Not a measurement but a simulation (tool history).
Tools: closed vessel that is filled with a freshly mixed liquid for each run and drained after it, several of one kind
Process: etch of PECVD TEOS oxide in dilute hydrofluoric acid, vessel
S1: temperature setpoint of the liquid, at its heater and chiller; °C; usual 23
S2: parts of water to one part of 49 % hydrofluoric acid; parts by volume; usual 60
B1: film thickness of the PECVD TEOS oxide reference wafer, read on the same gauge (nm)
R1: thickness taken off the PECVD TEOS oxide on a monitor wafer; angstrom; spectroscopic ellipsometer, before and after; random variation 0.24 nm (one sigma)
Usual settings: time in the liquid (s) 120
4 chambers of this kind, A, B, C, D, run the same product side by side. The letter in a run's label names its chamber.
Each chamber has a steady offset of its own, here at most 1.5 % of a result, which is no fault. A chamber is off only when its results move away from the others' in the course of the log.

run 1A hour=10.6 | S1=23 S2=60 time_in_the_liquid_(s)=120 | B1=39.987 | R1=335.23
run 2C hour=22.7 | S1=23 S2=60 time_in_the_liquid_(s)=120 | B1=39.996 | R1=330.90
run 3D hour=31.2 | S1=23 S2=60 time_in_the_liquid_(s)=120 | B1=40.003 | R1=330.93
run 4B hour=43.3 | S1=23 S2=60 time_in_the_liquid_(s)=120 | B1=39.976 | R1=333.73
run 5A hour=50.1 | S1=23 S2=60 time_in_the_liquid_(s)=120 | B1=40.003 | R1=332.56
run 6C hour=58.2 | S1=23 S2=60 time_in_the_liquid_(s)=120 | B1=39.992 | R1=326.59
run 7B hour=69.7 | S1=23 S2=60 time_in_the_liquid_(s)=120 | B1=39.972 | R1=328.23
-- hour=78.6 chamber A: hydrofluoric acid flow meter replaced
run 8D hour=82.4 | S1=23 S2=45 time_in_the_liquid_(s)=85 | B1=40.017 | R1=321.97
run 9A hour=95.9 | S1=23 S2=45 time_in_the_liquid_(s)=85 | B1=40.014 | R1=318.86
-- hour=101.1 chamber C: thermometer replaced
run 10C hour=104.5 | S1=23 S2=45 time_in_the_liquid_(s)=85 | B1=39.986 | R1=313.59
run 11B hour=114.8 | S1=23 S2=45 time_in_the_liquid_(s)=85 | B1=40.007 | R1=323.62
run 12D hour=125.8 | S1=23 S2=60 time_in_the_liquid_(s)=120 | B1=39.986 | R1=335.52
-- hour=132.1 chamber B: thermometer replaced
run 13C hour=136.0 | S1=23 S2=60 time_in_the_liquid_(s)=120 | B1=40.015 | R1=326.32
run 14B hour=146.5 | S1=23 S2=60 time_in_the_liquid_(s)=120 | B1=40.028 | R1=325.67
run 15A hour=154.1 | S1=23 S2=60 time_in_the_liquid_(s)=120 | B1=40.025 | R1=331.02
run 16D hour=163.9 | S1=23 S2=60 time_in_the_liquid_(s)=120 | B1=40.001 | R1=335.89
run 17A hour=173.8 | S1=23 S2=60 time_in_the_liquid_(s)=120 | B1=39.990 | R1=336.32
run 18B hour=184.7 | S1=23 S2=60 time_in_the_liquid_(s)=120 | B1=40.044 | R1=334.75
run 19C hour=198.6 | S1=23 S2=60 time_in_the_liquid_(s)=120 | B1=39.985 | R1=325.13
run 20D hour=212.8 | S1=23 S2=60 time_in_the_liquid_(s)=120 | B1=39.981 | R1=351.65
run 21B hour=223.7 | S1=23 S2=60 time_in_the_liquid_(s)=120 | B1=40.011 | R1=332.76
run 22D hour=231.1 | S1=23 S2=60 time_in_the_liquid_(s)=120 | B1=40.011 | R1=352.91
run 23C hour=244.1 | S1=23 S2=60 time_in_the_liquid_(s)=120 | B1=40.016 | R1=325.80
run 24A hour=253.5 | S1=23 S2=60 time_in_the_liquid_(s)=120 | B1=40.003 | R1=331.29
run 25B hour=265.1 | S1=23 S2=40 time_in_the_liquid_(s)=185 | B1=40.023 | R1=777.49
run 26A hour=276.9 | S1=23 S2=40 time_in_the_liquid_(s)=185 | B1=40.034 | R1=790.31

Next, every chamber runs the same settings. What will each give?
run 27A hour=287.5 | S1=23 S2=45 time_in_the_liquid_(s)=120 | R1=?
run 27B hour=287.5 | S1=23 S2=45 time_in_the_liquid_(s)=120 | R1=?
run 27C hour=287.5 | S1=23 S2=45 time_in_the_liquid_(s)=120 | R1=?
run 27D hour=287.5 | S1=23 S2=45 time_in_the_liquid_(s)=120 | R1=?

run=27A R1=457.12
run=27B R1=452.10
run=27C R1=438.78
run=27D R1=482.79
